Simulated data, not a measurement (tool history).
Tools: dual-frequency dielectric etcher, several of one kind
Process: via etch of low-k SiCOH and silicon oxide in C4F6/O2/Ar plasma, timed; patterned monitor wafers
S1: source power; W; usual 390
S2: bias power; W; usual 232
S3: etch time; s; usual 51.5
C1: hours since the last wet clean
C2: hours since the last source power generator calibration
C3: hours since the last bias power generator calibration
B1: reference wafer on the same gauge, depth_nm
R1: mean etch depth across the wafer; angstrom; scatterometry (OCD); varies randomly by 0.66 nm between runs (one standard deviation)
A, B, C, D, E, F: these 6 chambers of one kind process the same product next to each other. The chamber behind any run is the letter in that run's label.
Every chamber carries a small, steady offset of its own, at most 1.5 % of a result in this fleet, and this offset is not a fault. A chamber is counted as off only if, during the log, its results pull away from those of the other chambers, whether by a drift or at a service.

Run 1F, hour 14.5: usual settings; C1 425.6; C2 1054; C3 3001; B1 155.95. Result: R1 1445.2 angstrom.
At hour 18.5: chamber D: wet clean of the chamber.
At hour 24.4: chamber B: source power generator calibrated.
Run 2D, hour 24.5: usual settings; C1 6.1; C2 2753.1; C3 627.4; B1 155.8. Result: R1 1444.9 angstrom.
Run 3E, hour 34.1: usual settings; C1 352.5; C2 1297.9; C3 1125.3; B1 156.14. Result: R1 1451.5 angstrom.
At hour 43.4: chamber E: wet clean of the chamber.
Run 4B, hour 46.9: usual settings; C1 137; C2 22.6; C3 268.5; B1 156. Result: R1 1431.2 angstrom.
Run 5C, hour 62.2: usual settings; C1 230.8; C2 136.9; C3 2095; B1 155.9. Result: R1 1441.5 angstrom.
Run 6A, hour 69.5: usual settings; C1 120.1; C2 1398.7; C3 2102.8; B1 155.94. Result: R1 1444 angstrom.
Run 7A, hour 83.5: usual settings; C1 134.1; C2 1412.7; C3 2116.8; B1 156.14. Result: R1 1440.2 angstrom.
Run 8C, hour 96.2: usual settings; C1 264.8; C2 170.9; C3 2129; B1 155.92. Result: R1 1428.4 angstrom.
Run 9E, hour 105.2: usual settings; C1 61.8; C2 1369; C3 1196.4; B1 155.98. Result: R1 1474.2 angstrom.
Run 10F, hour 112.4: usual settings; C1 523.5; C2 1151.9; C3 3098.9; B1 155.96. Result: R1 1438.2 angstrom.
Run 11B, hour 123: usual settings; C1 213.1; C2 98.7; C3 344.6; B1 156.11. Result: R1 1428.1 angstrom.
Run 12D, hour 137.5: usual settings; C1 119.1; C2 2866.1; C3 740.4; B1 155.9. Result: R1 1440.2 angstrom.
Run 13F, hour 146.6: usual settings; C1 557.7; C2 1186.1; C3 3133.1; B1 155.81. Result: R1 1444.1 angstrom.
At hour 152.5: chamber C: bias power generator calibrated.
Run 14A, hour 161.4: usual settings; C1 212; C2 1490.6; C3 2194.7; B1 156.06. Result: R1 1442.1 angstrom.
Run 15B, hour 169.7: usual settings; C1 259.8; C2 145.4; C3 391.3; B1 156.04. Result: R1 1427.2 angstrom.
Run 16E, hour 176.7: usual settings; C1 133.3; C2 1440.5; C3 1267.9; B1 155.92. Result: R1 1465.4 angstrom.
Run 17C, hour 190.6: usual settings; C1 359.2; C2 265.3; C3 38.2; B1 155.92. Result: R1 1434.7 angstrom.
Run 18D, hour 197.7: usual settings; C1 179.3; C2 2926.3; C3 800.6; B1 155.94. Result: R1 1440.3 angstrom.
Run 19B, hour 212.5: usual settings; C1 302.6; C2 188.2; C3 434.1; B1 156.16. Result: R1 1437.6 angstrom.
Run 20E, hour 219.4: usual settings; C1 176; C2 1483.2; C3 1310.6; B1 155.89. Result: R1 1457.7 angstrom.
Run 21D, hour 227.8: usual settings but S2 201 W; C1 209.4; C2 2956.4; C3 830.7; B1 156.06. Result: R1 1376.4 angstrom.
At hour 237: chamber F: wet clean of the chamber.
At hour 237.7: chamber C: wet clean of the chamber.
Run 22A, hour 239.6: usual settings but S2 201 W; C1 290.2; C2 1568.8; C3 2272.9; B1 156.06. Result: R1 1367 angstrom.
Run 23C, hour 252.9: usual settings but S2 201 W; C1 15.3; C2 327.6; C3 100.5; B1 155.93. Result: R1 1367.3 angstrom.
Run 24F, hour 259.8: usual settings but S2 201 W; C1 22.9; C2 1299.3; C3 3246.3; B1 155.96. Result: R1 1380.8 angstrom.
Run 25B, hour 273: usual settings but S2 201 W; C1 363.1; C2 248.7; C3 494.6; B1 155.93. Result: R1 1362.3 angstrom.
Run 26F, hour 282.9: usual settings but S2 201 W; C1 46; C2 1322.4; C3 3269.4; B1 156.05. Result: R1 1376.6 angstrom.
Run 27E, hour 297.8: usual settings; C1 254.4; C2 1561.6; C3 1389; B1 156.09. Result: R1 1473.1 angstrom.
Run 28D, hour 308.4: usual settings; C1 290; C2 3037; C3 911.3; B1 155.87. Result: R1 1425.8 angstrom.
Run 29C, hour 320.7: usual settings; C1 83.1; C2 395.4; C3 168.3; B1 156.11. Result: R1 1431.6 angstrom.
Run 30A, hour 335.9: usual settings; C1 386.5; C2 1665.1; C3 2369.2; B1 156.16. Result: R1 1439.8 angstrom.
Run 31E, hour 345: usual settings; C1 301.6; C2 1608.8; C3 1436.2; B1 156. Result: R1 1470.3 angstrom.
Run 32F, hour 353.1: usual settings but S1 440 W, S2 178 W; C1 116.2; C2 1392.6; C3 3339.6; B1 155.89. Result: R1 1394.1 angstrom.
Run 33B, hour 365.3: usual settings but S1 440 W, S2 178 W; C1 455.4; C2 341; C3 586.9; B1 155.97. Result: R1 1386.8 angstrom.
At hour 367.7: chamber E: wet clean of the chamber.
Run 34C, hour 377: usual settings but S1 440 W, S2 178 W; C1 139.4; C2 451.7; C3 224.6; B1 155.96. Result: R1 1374.8 angstrom.
Run 35D, hour 388.3: usual settings but S1 440 W, S2 178 W; C1 369.9; C2 3116.9; C3 991.2; B1 155.98. Result: R1 1385 angstrom.
Run 36A, hour 402.1: usual settings but S1 440 W, S2 178 W; C1 452.7; C2 1731.3; C3 2435.4; B1 155.89. Result: R1 1387.7 angstrom.
Run 37F, hour 415.6: usual settings but S1 440 W, S2 178 W; C1 178.7; C2 1455.1; C3 3402.1; B1 156. Result: R1 1394.3 angstrom.
Run 38B, hour 428.2: usual settings; C1 518.3; C2 403.9; C3 649.8; B1 156.09. Result: R1 1437.8 angstrom.
Run 39D, hour 437: usual settings; C1 418.6; C2 3165.6; C3 1039.9; B1 156.02. Result: R1 1434.8 angstrom.
Run 40C, hour 450.2: usual settings; C1 212.6; C2 524.9; C3 297.8; B1 155.98. Result: R1 1424.8 angstrom.
Run 41E, hour 459.5: usual settings; C1 91.9; C2 1723.3; C3 1550.7; B1 156.06. Result: R1 1474 angstrom.
Run 42A, hour 469.2: usual settings; C1 519.8; C2 1798.4; C3 2502.5; B1 155.97. Result: R1 1446.6 angstrom.
Run 43F, hour 476: usual settings; C1 239.1; C2 1515.5; C3 3462.5; B1 155.95. Result: R1 1436.5 angstrom.
Run 44C, hour 490.9: usual settings; C1 253.3; C2 565.6; C3 338.5; B1 155.98. Result: R1 1432.3 angstrom.

Next, all 6 chambers run the settings below, one line each with question marks for the results. What does each chamber give?
Run 45A, hour 502.1: usual settings. Result: R1 ?.
Run 45B, hour 502.1: usual settings. Result: R1 ?.
Run 45C, hour 502.1: usual settings. Result: R1 ?.
Run 45D, hour 502.1: usual settings. Result: R1 ?.
Run 45E, hour 502.1: usual settings. Result: R1 ?.
Run 45F, hour 502.1: usual settings. Result: R1 ?.

run      R1
45A  1435.9
45B    1435
45C  1444.4
45D  1444.2
45E  1458.1
45F  1436.6
